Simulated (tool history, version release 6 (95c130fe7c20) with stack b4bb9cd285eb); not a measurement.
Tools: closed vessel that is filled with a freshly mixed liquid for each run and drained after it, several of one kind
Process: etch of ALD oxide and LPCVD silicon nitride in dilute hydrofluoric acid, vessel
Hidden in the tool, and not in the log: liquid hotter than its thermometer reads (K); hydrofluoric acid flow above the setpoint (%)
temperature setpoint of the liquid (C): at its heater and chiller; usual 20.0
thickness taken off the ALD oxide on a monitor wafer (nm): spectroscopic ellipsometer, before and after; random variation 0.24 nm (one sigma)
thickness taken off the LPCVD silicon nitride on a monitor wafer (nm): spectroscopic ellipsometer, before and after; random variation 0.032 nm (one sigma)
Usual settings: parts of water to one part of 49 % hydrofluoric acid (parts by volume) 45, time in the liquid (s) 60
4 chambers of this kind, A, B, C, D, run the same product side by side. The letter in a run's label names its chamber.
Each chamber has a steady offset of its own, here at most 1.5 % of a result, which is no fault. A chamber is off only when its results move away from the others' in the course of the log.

run   hour  temperature setpoint of the liquid (C)  parts of water to one part of 49 % hydrofluoric acid (parts by volume)  time in the liquid (s)  hours since the thermometer was replaced  hours since the hydrofluoric acid flow meter was replaced  read-back film thickness of the ALD oxide reference wafer, read on the same gauge (nm)  read-back film thickness of the LPCVD silicon nitride reference wafer, read on the same gauge (nm)  thickness taken off the ALD oxide on a monitor wafer (nm)  thickness taken off the LPCVD silicon nitride on a monitor wafer (nm)
 1C    3.6                                    20.0                                                                      45                      60                                     354.0                                                      332.1                                                                                  39.992                                                                                              110.01                                                     31.597                                                                0.45683
 2A    6.1                                    20.0                                                                      45                      60                                    1448.6                                                     1253.0                                                                                  39.987                                                                                              109.95                                                     31.314                                                                0.48454
 3D   10.3                                    20.0                                                                      45                      60                                    1499.6                                                      853.3                                                                                  40.015                                                                                              110.00                                                     31.752                                                                0.42982
 4B   13.0                                    20.0                                                                      45                      60                                     327.0                                                      905.3                                                                                  40.011                                                                                              110.00                                                     31.787                                                                0.48048
 5B   18.5                                    20.0                                                                      45                      60                                     332.5                                                      910.8                                                                                  39.988                                                                                              109.98                                                     31.738                                                                0.49079
 6C   23.0                                    20.0                                                                      45                      60                                     373.4                                                      351.5                                                                                  39.996                                                                                              109.93                                                     31.089                                                                0.50195
 7A   26.0                                    20.0                                                                      45                      60                                    1468.5                                                     1272.9                                                                                  40.020                                                                                              109.99                                                     31.300                                                                0.47409
 8D   30.2                                    20.0                                                                      45                      60                                    1519.5                                                      873.2                                                                                  39.982                                                                                              110.00                                                     31.644                                                                0.46992
 9B   34.7                                    20.0                                                                      45                      60                                     348.7                                                      927.0                                                                                  39.993                                                                                              109.96                                                     31.622                                                                0.52397
10D   37.4                                    20.0                                                                      45                      60                                    1526.7                                                      880.4                                                                                  40.015                                                                                              109.99                                                     31.593                                                                0.51114
11A   43.0                                    20.0                                                                      45                      60                                    1485.5                                                     1289.9                                                                                  40.024                                                                                              110.00                                                     31.402                                                                0.46956
12C   46.8                                    17.0                                                                      45                      45                                     397.2                                                      375.3                                                                                  39.998                                                                                              109.97                                                     20.495                                                                0.30673
13D   52.0                                    17.0                                                                      45                      45                                    1541.3                                                      895.0                                                                                  39.993                                                                                              109.99                                                     20.688                                                                0.28861
14C   55.8                                    17.0                                                                      45                      45                                     406.2                                                      384.3                                                                                  40.005                                                                                              110.01                                                     20.522                                                                0.29578
15A   61.3                                    17.0                                                                      45                      45                                    1503.8                                                     1308.2                                                                                  40.007                                                                                              110.04                                                     20.856                                                                0.26191
16B   66.5                                    20.0                                                                      45                      60                                     380.5                                                      958.8                                                                                  40.003                                                                                              110.00                                                     31.786                                                                0.42478
17A   70.5                                    20.0                                                                      45                      60                                    1513.0                                                     1317.4                                                                                  40.003                                                                                              109.94                                                     31.530                                                                0.47861
18B   73.9                                    20.0                                                                      45                      60                                     387.9                                                      966.2                                                                                  39.997                                                                                              109.95                                                     31.699                                                                0.49088
19C   78.6                                    17.0                                                                      45                      60                                     429.0                                                      407.1                                                                                  39.997                                                                                              110.05                                                     27.004                                                                0.38203
20D   83.3                                    17.0                                                                      45                      60                                    1572.6                                                      926.3                                                                                  40.031                                                                                              110.07                                                     27.727                                                                0.37473
21D   87.3                                    17.0                                                                      45                      60                                    1576.6                                                      930.3                                                                                  40.011                                                                                              110.02                                                     28.140                                                                0.36095
22A   92.4                                    17.0                                                                      45                      60                                    1534.9                                                     1339.3                                                                                  40.005                                                                                              110.01                                                     27.730                                                                0.38776
23C   95.6                                    20.0                                                                      45                      60                                     446.0                                                      424.1                                                                                  40.015                                                                                              110.03                                                     31.037                                                                0.48780
24B   98.6                                    20.0                                                                      45                      60                                     412.6                                                      990.9                                                                                  39.996                                                                                              109.93                                                     31.928                                                                0.49328
25B  101.5                                    20.0                                                                      45                      60                                     415.5                                                      993.8                                                                                  40.018                                                                                              110.03                                                     31.874                                                                0.48175
26C  104.8                                    20.0                                                                      45                      60                                     455.2                                                      433.3                                                                                  39.993                                                                                              110.00                                                     30.896                                                                0.47148
27A  109.3                                    20.0                                                                      45                      60                                    1551.8                                                     1356.2                                                                                  40.013                                                                                              109.97                                                     31.172                                                                0.46454
28D  111.9                                    20.0                                                                      45                      60                                    1601.2                                                      954.9                                                                                  39.991                                                                                              110.03                                                     31.969                                                                0.50785
29B  117.1                                    20.0                                                                      60                      50                                     431.1                                                     1009.4                                                                                  40.026                                                                                              110.02                                                     19.550                                                                0.32936
30C  120.6                                    20.0                                                                      60                      50                                     471.0                                                      449.1                                                                                  39.980                                                                                              110.03                                                     19.016                                                                0.31238
31D  124.1                                    20.0                                                                      60                      50                                    1613.4                                                      967.1                                                                                  39.981                                                                                              109.99                                                     19.274                                                                0.32436
32A  127.4                                    20.0                                                                      60                      50                                    1569.9                                                     1374.3                                                                                  39.984                                                                                              110.02                                                     19.283                                                                0.31921

What goes on in this fleet: one chamber off, a drifting gauge, or nothing beyond the chambers' own small offsets? Name the chamber and the cause, if any.

No chamber stands off beyond its own small offset, and the gauge holds steady.
